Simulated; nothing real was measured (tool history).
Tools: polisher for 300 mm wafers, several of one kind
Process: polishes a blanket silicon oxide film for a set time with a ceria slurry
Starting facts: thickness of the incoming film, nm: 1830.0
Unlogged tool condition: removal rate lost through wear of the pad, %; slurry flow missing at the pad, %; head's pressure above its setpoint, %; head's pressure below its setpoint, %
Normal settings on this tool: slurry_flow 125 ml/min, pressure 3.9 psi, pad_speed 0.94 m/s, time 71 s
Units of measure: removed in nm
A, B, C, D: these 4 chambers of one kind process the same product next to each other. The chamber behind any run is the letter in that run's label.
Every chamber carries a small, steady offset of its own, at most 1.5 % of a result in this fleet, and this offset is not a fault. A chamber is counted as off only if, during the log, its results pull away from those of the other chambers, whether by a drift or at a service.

run	hour	slurry_flow	pressure	pad_speed	time	wafers polished on this pad	hours since the slurry nozzle was cleaned	hours since the head pressure was calibrated	removed
# hour 2.1: chamber C: slurry nozzle cleaned
1A	13.3	125	3.9	0.94	71	274	461.7	329.3	367.99
# hour 24.3: chamber B: worn pad replaced by a new one
2C	25.9	125	3.9	0.94	71	534	23.9	252.5	368.88
3B	32.2	125	3.9	0.94	71	120	366.3	692.5	367.73
# hour 35.7: chamber A: slurry nozzle cleaned
# hour 37.6: chamber A: head pressure recalibrated
# hour 38.1: chamber D: worn pad replaced by a new one
# hour 40.9: chamber A: worn pad replaced by a new one
4D	43.2	125	3.9	0.94	71	78	336.2	531.4	371.49
# hour 50.2: chamber C: worn pad replaced by a new one
5C	54.3	125	5.2	0.94	71	62	52.3	280.9	494.56
6D	63.9	125	5.2	0.94	71	393	356.9	552.1	491.55
7A	71.6	125	5.2	0.94	71	468	36.0	34.1	495.46
8B	81.7	125	5.2	0.94	71	875	415.8	742.0	488.04
# hour 85.6: chamber B: head pressure recalibrated
9A	91.3	125	3.9	0.94	71	769	55.7	53.8	368.79
# hour 95.5: chamber A: worn pad replaced by a new one
10B	104.0	125	3.9	0.94	71	1215	438.1	18.4	371.44
# hour 110.5: chamber B: worn pad replaced by a new one
# hour 111.4: chamber D: worn pad replaced by a new one
11C	115.0	125	3.9	0.94	71	988	113.0	341.6	371.96
# hour 117.1: chamber C: worn pad replaced by a new one
12D	124.6	125	3.9	0.94	71	202	417.6	612.8	363.11
13A	133.5	100	3.9	0.94	89	579	97.9	96.0	430.96
14D	139.5	100	3.9	0.94	89	429	432.5	627.7	433.21
# hour 141.6: chamber A: worn pad replaced by a new one
15B	149.9	100	3.9	0.94	89	602	484.0	64.3	430.18
16C	157.3	100	3.9	0.94	89	613	155.3	383.9	445.11
17D	170.6	125	3.9	0.94	71	903	463.6	658.8	363.83
# hour 174.3: chamber D: head pressure recalibrated
18A	179.1	125	3.9	0.94	71	573	143.5	141.6	370.14
# hour 181.3: chamber D: worn pad replaced by a new one
# hour 184.2: chamber C: worn pad replaced by a new one
19B	189.0	125	3.9	0.94	71	1198	523.1	103.4	369.01
# hour 198.9: chamber A: worn pad replaced by a new one
20C	199.2	125	3.9	0.94	71	230	197.2	425.8	373.03
21D	205.3	125	3.9	0.94	71	366	498.3	31.0	361.34
# hour 206.3: chamber B: worn pad replaced by a new one
22C	211.9	125	2.8	1.24	71	423	209.9	438.5	348.22
23A	225.2	125	2.8	1.24	71	401	189.6	187.7	352.94
24B	237.0	125	2.8	1.24	71	469	571.1	151.4	364.54
# hour 244.7: chamber A: worn pad replaced by a new one
25A	250.6	125	2.8	1.24	71	90	215.0	213.1	358.48

One chamber off, gauge drift, or nothing amiss beyond the chambers' own small offsets? If it is a chamber, which one, and what is the likeliest cause?

The fleet is healthy, with each chamber sitting at its usual small offset and no drift in the gauge.
